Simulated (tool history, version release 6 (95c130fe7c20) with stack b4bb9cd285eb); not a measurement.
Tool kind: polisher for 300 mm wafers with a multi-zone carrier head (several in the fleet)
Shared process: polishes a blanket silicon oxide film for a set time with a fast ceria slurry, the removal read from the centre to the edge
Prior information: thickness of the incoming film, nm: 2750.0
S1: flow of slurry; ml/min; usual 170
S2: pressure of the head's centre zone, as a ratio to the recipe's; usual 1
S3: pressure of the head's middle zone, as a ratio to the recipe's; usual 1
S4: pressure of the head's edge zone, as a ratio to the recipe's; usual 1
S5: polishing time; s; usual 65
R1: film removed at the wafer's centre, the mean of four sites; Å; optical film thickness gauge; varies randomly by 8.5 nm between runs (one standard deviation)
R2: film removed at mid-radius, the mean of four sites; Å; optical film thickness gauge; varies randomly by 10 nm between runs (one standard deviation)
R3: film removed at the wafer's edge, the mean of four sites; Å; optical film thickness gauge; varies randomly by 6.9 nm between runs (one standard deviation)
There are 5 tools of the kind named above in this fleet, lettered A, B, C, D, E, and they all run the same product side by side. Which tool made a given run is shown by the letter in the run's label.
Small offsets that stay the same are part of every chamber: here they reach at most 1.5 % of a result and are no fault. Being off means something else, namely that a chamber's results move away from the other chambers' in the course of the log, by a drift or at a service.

{"hour": 2.7, "done": "chamber E: slurry nozzle cleaned"}
{"run": "1A", "hour": 3.0, "S1": 170, "S2": 1, "S3": 1, "S4": 1, "S5": 65, "R1": 9609.8, "R2": 9607.1, "R3": 9484.4}
{"hour": 3.7, "done": "chamber D: worn pad replaced by a new one"}
{"hour": 4.3, "done": "chamber E: worn pad replaced by a new one"}
{"run": "2C", "hour": 9.5, "S1": 170, "S2": 1, "S3": 1, "S4": 1, "S5": 65, "R1": 9760.6, "R2": 9687.8, "R3": 9825}
{"hour": 10.4, "done": "chamber A: centre zone pressure recalibrated"}
{"hour": 11.3, "done": "chamber C: centre zone pressure recalibrated"}
{"run": "3D", "hour": 13.9, "S1": 170, "S2": 1, "S3": 1, "S4": 1, "S5": 65, "R1": 9581.9, "R2": 9521.8, "R3": 9721.7}
{"hour": 16.9, "done": "chamber B: worn pad replaced by a new one"}
{"run": "4E", "hour": 19.2, "S1": 170, "S2": 1, "S3": 1, "S4": 1, "S5": 65, "R1": 9806.8, "R2": 9753.1, "R3": 9698.3}
{"run": "5B", "hour": 22.5, "S1": 170, "S2": 1, "S3": 1, "S4": 1, "S5": 65, "R1": 9699, "R2": 9651.6, "R3": 9789.4}
{"run": "6D", "hour": 25.7, "S1": 170, "S2": 1, "S3": 1, "S4": 1, "S5": 65, "R1": 9608.6, "R2": 9792.2, "R3": 9524.7}
{"run": "7C", "hour": 28.5, "S1": 170, "S2": 1, "S3": 1, "S4": 1, "S5": 65, "R1": 9800.5, "R2": 9484.3, "R3": 9816.4}
{"hour": 29.8, "done": "chamber C: worn pad replaced by a new one"}
{"run": "8E", "hour": 34.7, "S1": 170, "S2": 1, "S3": 1, "S4": 1, "S5": 65, "R1": 9807.6, "R2": 9528.6, "R3": 9724.3}
{"run": "9B", "hour": 41.0, "S1": 170, "S2": 1, "S3": 1, "S4": 1, "S5": 65, "R1": 9507.6, "R2": 9573.4, "R3": 9703.8}
{"run": "10A", "hour": 46.6, "S1": 170, "S2": 1, "S3": 1, "S4": 1, "S5": 65, "R1": 9752.9, "R2": 9621.1, "R3": 9550.8}
{"run": "11E", "hour": 51.9, "S1": 170, "S2": 1, "S3": 1, "S4": 1, "S5": 65, "R1": 9631.3, "R2": 9613.2, "R3": 9721.6}
{"run": "12C", "hour": 56.8, "S1": 170, "S2": 1, "S3": 1, "S4": 1, "S5": 65, "R1": 9707.7, "R2": 9672.5, "R3": 9783.1}
{"hour": 60.8, "done": "chamber A: slurry nozzle cleaned"}
{"run": "13A", "hour": 62.5, "S1": 170, "S2": 1, "S3": 1.04, "S4": 1, "S5": 65, "R1": 9729.5, "R2": 10106, "R3": 9477.3}
{"hour": 65.2, "done": "chamber A: worn pad replaced by a new one"}
{"run": "14D", "hour": 67.3, "S1": 170, "S2": 1, "S3": 1.04, "S4": 1, "S5": 65, "R1": 9624.8, "R2": 9888.1, "R3": 9697.4}
{"hour": 70.7, "done": "chamber E: worn pad replaced by a new one"}
{"run": "15B", "hour": 73.3, "S1": 170, "S2": 1, "S3": 1.04, "S4": 1, "S5": 65, "R1": 9820.2, "R2": 10101, "R3": 9561}
{"run": "16E", "hour": 76.3, "S1": 170, "S2": 1, "S3": 1.04, "S4": 1, "S5": 65, "R1": 9588.7, "R2": 9901.4, "R3": 9660.2}
{"run": "17B", "hour": 82.1, "S1": 170, "S2": 1, "S3": 1.04, "S4": 1, "S5": 65, "R1": 9573.8, "R2": 10115, "R3": 9711.1}
{"hour": 83.2, "done": "chamber B: worn pad replaced by a new one"}
{"run": "18C", "hour": 87.8, "S1": 170, "S2": 1, "S3": 1, "S4": 1, "S5": 65, "R1": 9818.7, "R2": 9538.3, "R3": 9687.5}
{"run": "19A", "hour": 90.8, "S1": 170, "S2": 1, "S3": 1, "S4": 1, "S5": 65, "R1": 9761.8, "R2": 9521.7, "R3": 9463.2}
{"run": "20D", "hour": 95.2, "S1": 170, "S2": 0.94, "S3": 0.93, "S4": 1, "S5": 65, "R1": 9048.6, "R2": 9003, "R3": 9701.1}
{"run": "21A", "hour": 98.4, "S1": 170, "S2": 0.94, "S3": 0.93, "S4": 1, "S5": 65, "R1": 9163.3, "R2": 9068.4, "R3": 9588.1}
{"run": "22B", "hour": 103.0, "S1": 170, "S2": 0.94, "S3": 0.93, "S4": 1, "S5": 65, "R1": 9029, "R2": 9096.6, "R3": 9721}
{"run": "23E", "hour": 108.8, "S1": 170, "S2": 0.94, "S3": 0.93, "S4": 1, "S5": 65, "R1": 8977.2, "R2": 9045.2, "R3": 9794.8}
{"run": "24D", "hour": 115.1, "S1": 170, "S2": 0.94, "S3": 0.93, "S4": 1, "S5": 65, "R1": 8905.4, "R2": 9073.7, "R3": 9575.9}
{"hour": 115.5, "done": "chamber D: worn pad replaced by a new one"}
{"run": "25C", "hour": 121.4, "S1": 170, "S2": 0.89, "S3": 1, "S4": 1.1, "S5": 65, "R1": 8514, "R2": 9706.9, "R3": 10386}
{"run": "26B", "hour": 126.6, "S1": 170, "S2": 0.89, "S3": 1, "S4": 1.1, "S5": 65, "R1": 8471.7, "R2": 9536.6, "R3": 10232}
{"run": "27D", "hour": 130.9, "S1": 170, "S2": 0.89, "S3": 1, "S4": 1.1, "S5": 65, "R1": 8423.4, "R2": 9636.7, "R3": 10235}
{"hour": 133.4, "done": "chamber C: worn pad replaced by a new one"}
{"hour": 135.5, "done": "chamber E: worn pad replaced by a new one"}
{"run": "28A", "hour": 135.5, "S1": 170, "S2": 0.89, "S3": 1, "S4": 1.1, "S5": 65, "R1": 8444.6, "R2": 9627.6, "R3": 10081}
{"hour": 137.1, "done": "chamber B: worn pad replaced by a new one"}
{"run": "29C", "hour": 140.6, "S1": 170, "S2": 0.89, "S3": 1, "S4": 1.1, "S5": 65, "R1": 8682.1, "R2": 9708.5, "R3": 10182}
{"run": "30E", "hour": 143.5, "S1": 170, "S2": 1, "S3": 1, "S4": 1, "S5": 65, "R1": 9709.8, "R2": 9776.7, "R3": 9710.7}
{"run": "31C", "hour": 147.8, "S1": 170, "S2": 1, "S3": 0.96, "S4": 1, "S5": 81, "R1": 12383, "R2": 11608, "R3": 12174}
{"run": "32A", "hour": 151.7, "S1": 170, "S2": 1, "S3": 0.96, "S4": 1, "S5": 81, "R1": 12100, "R2": 11688, "R3": 11913}
{"run": "33E", "hour": 156.9, "S1": 170, "S2": 1, "S3": 0.96, "S4": 1, "S5": 81, "R1": 11933, "R2": 11758, "R3": 12030}
{"hour": 160.8, "done": "chamber A: worn pad replaced by a new one"}
{"run": "34B", "hour": 160.8, "S1": 170, "S2": 1, "S3": 0.96, "S4": 1, "S5": 81, "R1": 12041, "R2": 11536, "R3": 12221}
{"run": "35D", "hour": 163.6, "S1": 170, "S2": 1, "S3": 0.96, "S4": 1, "S5": 81, "R1": 11979, "R2": 11459, "R3": 12135}
{"run": "36E", "hour": 168.0, "S1": 170, "S2": 1, "S3": 1, "S4": 1, "S5": 65, "R1": 9493.3, "R2": 9807.5, "R3": 9816}
{"run": "37D", "hour": 172.4, "S1": 170, "S2": 1, "S3": 1, "S4": 1, "S5": 65, "R1": 9566.7, "R2": 9758.2, "R3": 9798.7}
{"run": "38A", "hour": 176.6, "S1": 170, "S2": 1, "S3": 1, "S4": 1, "S5": 65, "R1": 9535.5, "R2": 9536.5, "R3": 9532.6}

Next, every chamber runs the same settings. What will each give?
{"run": "39A", "hour": 181.3, "S1": 170, "S2": 1, "S3": 1, "S4": 1, "S5": 45, "R1": "?", "R2": "?", "R3": "?"}
{"run": "39B", "hour": 181.3, "S1": 170, "S2": 1, "S3": 1, "S4": 1, "S5": 45, "R1": "?", "R2": "?", "R3": "?"}
{"run": "39C", "hour": 181.3, "S1": 170, "S2": 1, "S3": 1, "S4": 1, "S5": 45, "R1": "?", "R2": "?", "R3": "?"}
{"run": "39D", "hour": 181.3, "S1": 170, "S2": 1, "S3": 1, "S4": 1, "S5": 45, "R1": "?", "R2": "?", "R3": "?"}
{"run": "39E", "hour": 181.3, "S1": 170, "S2": 1, "S3": 1, "S4": 1, "S5": 45, "R1": "?", "R2": "?", "R3": "?"}

run=39A R1=6604 R2=6756.1 R3=6602.3
run=39B R1=6654.9 R2=6724.8 R3=6728.7
run=39C R1=6798.5 R2=6737.5 R3=6769.7
run=39D R1=6686.1 R2=6664.7 R3=6707.9
run=39E R1=6609 R2=6743.9 R3=6792.4

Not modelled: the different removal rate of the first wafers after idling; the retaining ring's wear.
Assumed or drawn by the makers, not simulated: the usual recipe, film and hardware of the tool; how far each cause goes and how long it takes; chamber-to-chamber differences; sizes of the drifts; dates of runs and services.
